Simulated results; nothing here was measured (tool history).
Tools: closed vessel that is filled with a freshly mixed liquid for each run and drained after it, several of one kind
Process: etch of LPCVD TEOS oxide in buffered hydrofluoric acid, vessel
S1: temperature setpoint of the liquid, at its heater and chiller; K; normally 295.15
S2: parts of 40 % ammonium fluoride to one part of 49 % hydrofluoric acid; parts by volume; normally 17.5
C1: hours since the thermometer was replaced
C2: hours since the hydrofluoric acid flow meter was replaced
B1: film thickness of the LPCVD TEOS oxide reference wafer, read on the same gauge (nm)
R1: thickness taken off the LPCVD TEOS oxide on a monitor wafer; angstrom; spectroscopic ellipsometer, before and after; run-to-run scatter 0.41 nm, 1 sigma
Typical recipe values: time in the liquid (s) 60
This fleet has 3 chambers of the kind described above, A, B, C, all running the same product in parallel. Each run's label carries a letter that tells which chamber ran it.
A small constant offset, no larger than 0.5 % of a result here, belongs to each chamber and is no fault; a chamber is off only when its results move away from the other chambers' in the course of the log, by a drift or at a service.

run 1C hour=9.9 | S1=295.15 S2=17.5 time_in_the_liquid_(s)=60 | C1=432.0 C2=99.8 | B1=39.985 | R1=633.85
run 2B hour=19.1 | S1=295.15 S2=17.5 time_in_the_liquid_(s)=60 | C1=518.3 C2=113.2 | B1=39.994 | R1=641.09
run 3A hour=28.8 | S1=295.15 S2=17.5 time_in_the_liquid_(s)=60 | C1=269.0 C2=335.8 | B1=39.991 | R1=631.13
run 4A hour=39.9 | S1=295.15 S2=17.5 time_in_the_liquid_(s)=60 | C1=280.1 C2=346.9 | B1=39.993 | R1=639.93
run 5B hour=46.8 | S1=295.15 S2=17.5 time_in_the_liquid_(s)=60 | C1=546.0 C2=140.9 | B1=40.000 | R1=643.24
run 6C hour=57.7 | S1=295.15 S2=17.5 time_in_the_liquid_(s)=60 | C1=479.8 C2=147.6 | B1=40.008 | R1=637.81
run 7B hour=66.3 | S1=296.65 S2=17.5 time_in_the_liquid_(s)=60 | C1=565.5 C2=160.4 | B1=39.998 | R1=689.96
run 8C hour=73.8 | S1=296.65 S2=17.5 time_in_the_liquid_(s)=60 | C1=495.9 C2=163.7 | B1=40.030 | R1=687.26
run 9A hour=83.4 | S1=296.65 S2=17.5 time_in_the_liquid_(s)=60 | C1=323.6 C2=390.4 | B1=39.995 | R1=697.38
run 10A hour=88.8 | S1=295.15 S2=17.5 time_in_the_liquid_(s)=60 | C1=329.0 C2=395.8 | B1=39.987 | R1=633.35
run 11C hour=96.5 | S1=295.15 S2=17.5 time_in_the_liquid_(s)=60 | C1=518.6 C2=186.4 | B1=39.984 | R1=626.80
run 12B hour=105.9 | S1=295.15 S2=17.5 time_in_the_liquid_(s)=60 | C1=605.1 C2=200.0 | B1=39.995 | R1=639.36
run 13A hour=114.9 | S1=295.15 S2=17.5 time_in_the_liquid_(s)=60 | C1=355.1 C2=421.9 | B1=40.008 | R1=636.89
run 14B hour=120.4 | S1=295.15 S2=17.5 time_in_the_liquid_(s)=60 | C1=619.6 C2=214.5 | B1=39.999 | R1=635.23
run 15C hour=130.1 | S1=295.15 S2=17.5 time_in_the_liquid_(s)=60 | C1=552.2 C2=220.0 | B1=40.017 | R1=619.24
run 16B hour=137.4 | S1=295.15 S2=17.5 time_in_the_liquid_(s)=60 | C1=636.6 C2=231.5 | B1=40.000 | R1=632.16
run 17C hour=143.5 | S1=295.15 S2=17.5 time_in_the_liquid_(s)=60 | C1=565.6 C2=233.4 | B1=40.017 | R1=613.53
run 18A hour=153.1 | S1=295.15 S2=17.5 time_in_the_liquid_(s)=60 | C1=393.3 C2=460.1 | B1=39.986 | R1=630.79
run 19A hour=162.5 | S1=295.15 S2=17.5 time_in_the_liquid_(s)=60 | C1=402.7 C2=469.5 | B1=40.002 | R1=639.56
run 20C hour=173.8 | S1=295.15 S2=17.5 time_in_the_liquid_(s)=60 | C1=595.9 C2=263.7 | B1=39.991 | R1=611.72
run 21B hour=179.4 | S1=295.15 S2=17.5 time_in_the_liquid_(s)=60 | C1=678.6 C2=273.5 | B1=40.003 | R1=633.80
run 22C hour=190.8 | S1=295.15 S2=17.5 time_in_the_liquid_(s)=60 | C1=612.9 C2=280.7 | B1=39.997 | R1=609.57
run 23B hour=201.8 | S1=295.15 S2=17.5 time_in_the_liquid_(s)=60 | C1=701.0 C2=295.9 | B1=39.997 | R1=633.02
run 24A hour=208.8 | S1=295.15 S2=17.5 time_in_the_liquid_(s)=60 | C1=449.0 C2=515.8 | B1=40.003 | R1=638.31
run 25C hour=215.3 | S1=295.15 S2=17.5 time_in_the_liquid_(s)=60 | C1=637.4 C2=305.2 | B1=39.975 | R1=596.04

Next, every chamber runs the same settings. What will each give?
run 26A hour=223.5 | S1=295.15 S2=21.0 time_in_the_liquid_(s)=60 | R1=?
run 26B hour=223.5 | S1=295.15 S2=21.0 time_in_the_liquid_(s)=60 | R1=?
run 26C hour=223.5 | S1=295.15 S2=21.0 time_in_the_liquid_(s)=60 | R1=?

run=26A R1=545.51
run=26B R1=539.69
run=26C R1=504.38
